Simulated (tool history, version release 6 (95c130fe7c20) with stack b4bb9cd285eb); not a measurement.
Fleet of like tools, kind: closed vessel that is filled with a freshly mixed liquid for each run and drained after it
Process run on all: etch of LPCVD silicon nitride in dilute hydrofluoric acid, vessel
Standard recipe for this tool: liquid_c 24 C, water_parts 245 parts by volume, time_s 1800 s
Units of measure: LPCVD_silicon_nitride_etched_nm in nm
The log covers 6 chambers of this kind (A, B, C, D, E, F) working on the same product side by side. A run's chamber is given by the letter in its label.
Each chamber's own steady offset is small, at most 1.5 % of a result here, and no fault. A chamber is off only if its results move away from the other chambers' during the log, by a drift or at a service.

run	hour	liquid_c	water_parts	time_s	hours since the thermometer was replaced	hours since the hydrofluoric acid flow meter was replaced	read-back film thickness of the LPCVD silicon nitride reference wafer, read on the same gauge (nm)	LPCVD_silicon_nitride_etched_nm
1E	13.3	24	245	1800	223.7	753	40.024	3.4406
2A	28.1	24	245	1800	237.9	121	39.98	3.3596
3F	39.5	24	245	1800	540.1	827.7	40.008	3.3629
4D	47.8	24	245	1800	331.8	1027.6	39.992	3.3968
5B	57.6	24	245	1800	149.1	566.4	39.979	3.3519
6C	67.9	24	245	1800	962.2	883.1	40.001	3.3935
7C	82.4	24	245	1800	976.7	897.6	40.003	3.3604
8F	89.1	24	245	1800	589.7	877.3	39.97	3.3311
9A	96.3	24	245	1800	306.1	189.2	40.001	3.3452
10D	108	24	245	1800	392	1087.8	39.967	3.375
11E	119.7	24	245	1800	330.1	859.4	40.012	3.4421
12B	133.8	24	245	1800	225.3	642.6	39.99	3.4389
13D	142.8	24	245	1800	426.8	1122.6	39.986	3.3813
14A	149.7	24	245	1800	359.5	242.6	39.981	3.2821
15C	156.3	24	245	1800	1050.6	971.5	40.008	3.4593
16F	168.9	24	245	1800	669.5	957.1	39.979	3.2907
17B	177.8	24	245	1800	269.3	686.6	39.986	3.3643
18E	192.1	24	245	1800	402.5	931.8	40.015	3.3638
19B	200	24	245	1800	291.5	708.8	40.019	3.3701
20A	212.1	24	245	1800	421.9	305	40	3.3601
21C	221.4	24	245	1800	1115.7	1036.6	40.025	3.4583
22D	234.1	20	245	1180	518.1	1213.9	40.034	1.7195
23E	243.2	20	245	1180	453.6	982.9	39.993	1.6989
24F	256	20	245	1180	756.6	1044.2	40.031	1.6968
25F	266.1	20	245	1180	766.7	1054.3	39.989	1.6712
26E	273	20	245	1180	483.4	1012.7	40.004	1.7368
27B	282.9	20	245	1180	374.4	791.7	40.017	1.698
28C	293	24	245	1800	1187.3	1108.2	40.005	3.5362
29D	303.1	24	245	1800	587.1	1282.9	40.014	3.4507
30A	310.8	24	245	1800	520.6	403.7	39.978	3.3616
31D	319.9	24	245	1800	603.9	1299.7	40.006	3.3971
32C	330.8	24	245	1800	1225.1	1146	39.985	3.5631
33E	342.2	24	245	1800	552.6	1081.9	39.986	3.391
34A	348.7	24	245	1800	558.5	441.6	40.012	3.3477
35F	363.3	24	245	1800	863.9	1151.5	40.016	3.3181
36B	374.7	24	245	1800	466.2	883.5	39.979	3.3577
37E	387.9	19.5	160	1800	598.3	1127.6	39.995	3.8107
38D	400.2	19.5	160	1800	684.2	1380	40.025	3.7992
39A	412.7	19.5	160	1800	622.5	505.6	40.016	3.6946
40B	419.2	19.5	160	1800	510.7	928	40.03	3.8734
41F	434	19.5	160	1800	934.6	1222.2	40.009	3.7575
42C	443.8	19.5	160	1800	1338.1	1259	40	4.1633

Has any chamber moved away from the others, gradually or after a service, or does the common gauge drift, or do the chambers differ only by their own small steady offsets? State the chamber and the most likely cause if one applies.

It is chamber C that slowly wanders off from its peers.
Most likely cause: liquid hotter than its thermometer reads (K) = 1.29.
The log might look much the same if the cause were instead: hydrofluoric acid flow above the setpoint (%).

Here are 4 candidates for chamber C's next run, each the usual settings with a change, their results left as question marks. Which one brings its results back in line with what the others give on the usual settings?
To be in line, a result may differ from the other chambers' mean on the usual settings by at most: LPCVD_silicon_nitride_etched_nm 0.091 nm
43C-1	454.4	24.5	245	1985				?
43C-2	454.4	23.5	245	1615				?
43C-3	454.4	24	235	1890				?
43C-4	454.4	24	245	1660				?

The mean the other chambers reach with the usual settings: LPCVD_silicon_nitride_etched_nm 3.3683 nm
run	LPCVD_silicon_nitride_etched_nm
43C-1	4.157
43C-2	3.1826
43C-3	4.0016
43C-4	3.3736
With 43C-4, the chamber falls back in line with the rest.
